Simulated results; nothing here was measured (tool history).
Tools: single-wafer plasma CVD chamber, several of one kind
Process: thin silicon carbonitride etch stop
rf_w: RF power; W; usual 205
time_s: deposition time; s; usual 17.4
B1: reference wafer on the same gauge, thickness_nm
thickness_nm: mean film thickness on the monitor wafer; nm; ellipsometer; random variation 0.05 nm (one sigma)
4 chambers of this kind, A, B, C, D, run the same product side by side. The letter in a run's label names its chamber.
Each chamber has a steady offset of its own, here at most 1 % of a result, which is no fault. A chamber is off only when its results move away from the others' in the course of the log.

Run 1D, day 0.183: usual settings; B1 10.427. Result: thickness_nm 10.067 nm.
Run 2C, day 0.496: usual settings; B1 10.415. Result: thickness_nm 9.9043 nm.
Run 3A, day 0.708: usual settings; B1 10.415. Result: thickness_nm 10.052 nm.
Run 4B, day 0.888: usual settings; B1 10.429. Result: thickness_nm 9.989 nm.
Run 5D, day 1.1: usual settings; B1 10.417. Result: thickness_nm 10.024 nm.
Run 6A, day 1.275: usual settings; B1 10.415. Result: thickness_nm 9.9287 nm.
Run 7B, day 1.462: usual settings; B1 10.429. Result: thickness_nm 9.9909 nm.
Run 8C, day 1.717: usual settings; B1 10.42. Result: thickness_nm 9.8707 nm.
Run 9D, day 1.896: usual settings; B1 10.42. Result: thickness_nm 9.9878 nm.
Run 10A, day 2.175: usual settings; B1 10.426. Result: thickness_nm 9.9615 nm.
Run 11C, day 2.454: usual settings; B1 10.411. Result: thickness_nm 9.8897 nm.
Run 12B, day 2.762: usual settings; B1 10.42. Result: thickness_nm 10.028 nm.
Run 13D, day 3.108: usual settings; B1 10.414. Result: thickness_nm 10.005 nm.
Run 14B, day 3.375: usual settings; B1 10.407. Result: thickness_nm 9.9789 nm.
Run 15C, day 3.642: usual settings; B1 10.413. Result: thickness_nm 9.9428 nm.
Run 16A, day 3.829: usual settings but time_s 14.3 s; B1 10.415. Result: thickness_nm 8.2167 nm.
Run 17D, day 4.029: usual settings but time_s 14.3 s; B1 10.422. Result: thickness_nm 8.2396 nm.
Run 18B, day 4.267: usual settings but time_s 14.3 s; B1 10.419. Result: thickness_nm 8.155 nm.
Run 19C, day 4.512: usual settings but time_s 14.3 s; B1 10.425. Result: thickness_nm 8.0629 nm.
Run 20A, day 4.825: usual settings but time_s 20.1 s; B1 10.42. Result: thickness_nm 11.553 nm.
Run 21D, day 5.054: usual settings but time_s 20.1 s; B1 10.426. Result: thickness_nm 11.532 nm.
Run 22C, day 5.212: usual settings but time_s 20.1 s; B1 10.42. Result: thickness_nm 11.468 nm.
Run 23A, day 5.4: usual settings but time_s 20.1 s; B1 10.429. Result: thickness_nm 11.508 nm.
Run 24B, day 5.667: usual settings; B1 10.419. Result: thickness_nm 9.9651 nm.
Run 25B, day 5.958: usual settings; B1 10.416. Result: thickness_nm 9.946 nm.
Run 26D, day 6.3: usual settings; B1 10.413. Result: thickness_nm 10.037 nm.
Run 27A, day 6.621: usual settings; B1 10.425. Result: thickness_nm 10.021 nm.
At day 6.762: chamber A: thermocouple changed; heater temperature recalibrated.
Run 28C, day 6.838: usual settings; B1 10.418. Result: thickness_nm 9.9737 nm.
Run 29A, day 7.121: usual settings but time_s 19.7 s; B1 10.424. Result: thickness_nm 11.251 nm.
Run 30B, day 7.288: usual settings but time_s 19.7 s; B1 10.429. Result: thickness_nm 11.298 nm.
Run 31C, day 7.492: usual settings but time_s 19.7 s; B1 10.43. Result: thickness_nm 11.348 nm.
Run 32D, day 7.662: usual settings but time_s 19.7 s; B1 10.413. Result: thickness_nm 11.337 nm.
Run 33D, day 7.875: usual settings; B1 10.409. Result: thickness_nm 10.093 nm.
Run 34A, day 8.208: usual settings; B1 10.422. Result: thickness_nm 10.003 nm.

Is one chamber off against the others, does the gauge drift, or is nothing wrong? If a chamber is off, say which, and what the likeliest cause is.

No chamber stands off beyond its own small offset, and the gauge holds steady.

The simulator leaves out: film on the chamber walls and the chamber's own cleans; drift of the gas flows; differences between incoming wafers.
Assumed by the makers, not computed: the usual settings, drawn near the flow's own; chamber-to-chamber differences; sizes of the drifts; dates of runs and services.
